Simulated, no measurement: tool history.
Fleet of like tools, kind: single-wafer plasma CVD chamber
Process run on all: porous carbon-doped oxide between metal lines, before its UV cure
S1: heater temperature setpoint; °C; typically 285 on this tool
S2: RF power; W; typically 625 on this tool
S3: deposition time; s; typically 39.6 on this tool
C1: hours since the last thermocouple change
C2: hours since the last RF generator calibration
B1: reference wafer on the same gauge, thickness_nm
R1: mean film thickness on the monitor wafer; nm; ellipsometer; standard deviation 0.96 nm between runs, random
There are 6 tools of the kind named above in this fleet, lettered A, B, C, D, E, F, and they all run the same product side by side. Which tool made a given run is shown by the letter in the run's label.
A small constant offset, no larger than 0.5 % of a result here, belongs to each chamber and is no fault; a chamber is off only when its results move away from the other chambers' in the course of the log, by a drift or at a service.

Run 1E, hour 3.9: usual settings; C1 112.9; C2 14.5; B1 258.13. Result: R1 268.59 nm.
Run 2D, hour 7.4: usual settings; C1 858.2; C2 1494.8; B1 257.99. Result: R1 267.00 nm.
Run 3B, hour 10.6: usual settings; C1 769.6; C2 1052.1; B1 258.15. Result: R1 269.44 nm.
Run 4A, hour 13.5: usual settings; C1 261.6; C2 296.8; B1 258.04. Result: R1 268.11 nm.
Run 5F, hour 18.0: usual settings but S1 292 °C, S3 42.3 s; C1 309.6; C2 1492.7; B1 257.93. Result: R1 276.50 nm.
Run 6C, hour 20.8: usual settings but S1 292 °C, S3 42.3 s; C1 1091.9; C2 1398.2; B1 257.93. Result: R1 275.70 nm.
Run 7A, hour 24.4: usual settings but S1 292 °C, S3 42.3 s; C1 272.5; C2 307.7; B1 258.04. Result: R1 274.71 nm.
Run 8C, hour 27.0: usual settings but S1 292 °C, S3 42.3 s; C1 1098.1; C2 1404.4; B1 258.02. Result: R1 274.70 nm.
Run 9E, hour 29.6: usual settings but S1 292 °C, S3 42.3 s; C1 138.6; C2 40.2; B1 258.28. Result: R1 273.86 nm.
Run 10B, hour 32.8: usual settings but S1 292 °C, S3 42.3 s; C1 791.8; C2 1074.3; B1 257.81. Result: R1 274.82 nm.
Run 11F, hour 36.9: usual settings; C1 328.5; C2 1511.6; B1 257.99. Result: R1 268.67 nm.
Run 12D, hour 40.5: usual settings; C1 891.3; C2 1527.9; B1 258.01. Result: R1 269.44 nm.
Run 13F, hour 45.9: usual settings; C1 337.5; C2 1520.6; B1 258.31. Result: R1 269.57 nm.
At hour 47.9: chamber B: RF generator calibrated.
Run 14D, hour 51.2: usual settings but S1 291 °C, S3 42.3 s; C1 902.0; C2 1538.6; B1 258.02. Result: R1 275.51 nm.
Run 15B, hour 56.5: usual settings but S1 291 °C, S3 42.3 s; C1 815.5; C2 8.6; B1 257.99. Result: R1 278.58 nm.
Run 16C, hour 59.0: usual settings but S1 291 °C, S3 42.3 s; C1 1130.1; C2 1436.4; B1 257.91. Result: R1 275.38 nm.
Run 17E, hour 62.1: usual settings but S1 291 °C, S3 42.3 s; C1 171.1; C2 72.7; B1 257.88. Result: R1 276.96 nm.
Run 18A, hour 67.5: usual settings but S1 291 °C, S3 42.3 s; C1 315.6; C2 350.8; B1 257.88. Result: R1 275.52 nm.
Run 19B, hour 70.5: usual settings but S1 291 °C, S3 42.3 s; C1 829.5; C2 22.6; B1 257.85. Result: R1 277.40 nm.
Run 20F, hour 74.3: usual settings; C1 365.9; C2 1549.0; B1 258.17. Result: R1 269.83 nm.
Run 21A, hour 77.5: usual settings; C1 325.6; C2 360.8; B1 258.04. Result: R1 269.08 nm.
Run 22C, hour 81.9: usual settings; C1 1153.0; C2 1459.3; B1 257.94. Result: R1 268.59 nm.
Run 23D, hour 86.9: usual settings; C1 937.7; C2 1574.3; B1 257.94. Result: R1 268.50 nm.
Run 24E, hour 90.2: usual settings; C1 199.2; C2 100.8; B1 257.87. Result: R1 268.57 nm.
Run 25F, hour 93.5: usual settings; C1 385.1; C2 1568.2; B1 258.12. Result: R1 271.14 nm.
Run 26C, hour 97.6: usual settings; C1 1168.7; C2 1475.0; B1 257.93. Result: R1 267.74 nm.
Run 27A, hour 102.8: usual settings; C1 350.9; C2 386.1; B1 258.14. Result: R1 268.96 nm.
Run 28B, hour 105.5: usual settings; C1 864.5; C2 57.6; B1 257.93. Result: R1 268.93 nm.
Run 29E, hour 109.0: usual settings but S2 740 W, S3 36.5 s; C1 218.0; C2 119.6; B1 257.93. Result: R1 278.68 nm.
Run 30D, hour 111.6: usual settings but S2 740 W, S3 36.5 s; C1 962.4; C2 1599.0; B1 257.86. Result: R1 275.01 nm.
Run 31D, hour 116.3: usual settings but S2 740 W, S3 36.5 s; C1 967.1; C2 1603.7; B1 258.17. Result: R1 275.41 nm.
Run 32B, hour 120.6: usual settings but S2 740 W, S3 36.5 s; C1 879.6; C2 72.7; B1 258.08. Result: R1 277.67 nm.
Run 33F, hour 124.0: usual settings but S2 740 W, S3 36.5 s; C1 415.6; C2 1598.7; B1 258.16. Result: R1 279.00 nm.
Run 34E, hour 126.8: usual settings but S2 740 W, S3 36.5 s; C1 235.8; C2 137.4; B1 257.82. Result: R1 276.61 nm.
Run 35C, hour 130.5: usual settings but S3 46.9 s; C1 1201.6; C2 1507.9; B1 258.02. Result: R1 312.63 nm.
Run 36A, hour 133.3: usual settings but S3 46.9 s; C1 381.4; C2 416.6; B1 257.97. Result: R1 317.10 nm.
Run 37A, hour 138.6: usual settings but S3 46.9 s; C1 386.7; C2 421.9; B1 258.21. Result: R1 317.79 nm.
Run 38E, hour 141.0: usual settings but S3 46.9 s; C1 250.0; C2 151.6; B1 257.89. Result: R1 316.46 nm.
Run 39C, hour 146.2: usual settings but S3 46.9 s; C1 1217.3; C2 1523.6; B1 257.80. Result: R1 311.79 nm.
Run 40B, hour 148.9: usual settings but S3 46.9 s; C1 907.9; C2 101.0; B1 258.02. Result: R1 318.72 nm.
Run 41D, hour 151.5: usual settings; C1 1002.3; C2 1638.9; B1 258.10. Result: R1 268.01 nm.
Run 42F, hour 154.6: usual settings; C1 446.2; C2 1629.3; B1 257.94. Result: R1 271.17 nm.
Run 43A, hour 159.1: usual settings; C1 407.2; C2 442.4; B1 258.09. Result: R1 269.21 nm.
Run 44E, hour 164.3: usual settings; C1 273.3; C2 174.9; B1 258.31. Result: R1 268.51 nm.

Is one chamber out of step, is the gauge drifting, or do the chambers differ by no more than their own small offsets? For an off chamber, give its letter and the likeliest cause.

Chamber C drifts away from the others.
Likeliest cause: delivered RF power below the setpoint (%) = 4.05.
From this log alone, it may not be told apart from: wafer temperature above the value expected at the setpoint (K).

Chamber C could run next with any of the 4 candidate recipes listed below; each alters the usual settings, and their results appear as question marks. Which one brings its results back in line with what the other chambers deliver on the usual settings?
A result is in line if it is within this distance of the other chambers' mean on the usual settings: R1 3.40 nm
Run 45C-1, hour 168.3: usual settings but S1 286 °C, S2 610 W. Result: R1 ?.
Run 45C-2, hour 168.3: usual settings but S2 650 W. Result: R1 ?.
Run 45C-3, hour 168.3: usual settings but S2 670 W. Result: R1 ?.
Run 45C-4, hour 168.3: usual settings but S1 286 °C, S2 615 W, S3 38.5 s. Result: R1 ?.

The other chambers' mean on the usual settings: R1 269.21 nm
  run      R1
45C-1  257.43
45C-2  269.91
45C-3  275.26
45C-4  251.79
Change 45C-2 lands the chamber within the allowed miss of the other chambers.

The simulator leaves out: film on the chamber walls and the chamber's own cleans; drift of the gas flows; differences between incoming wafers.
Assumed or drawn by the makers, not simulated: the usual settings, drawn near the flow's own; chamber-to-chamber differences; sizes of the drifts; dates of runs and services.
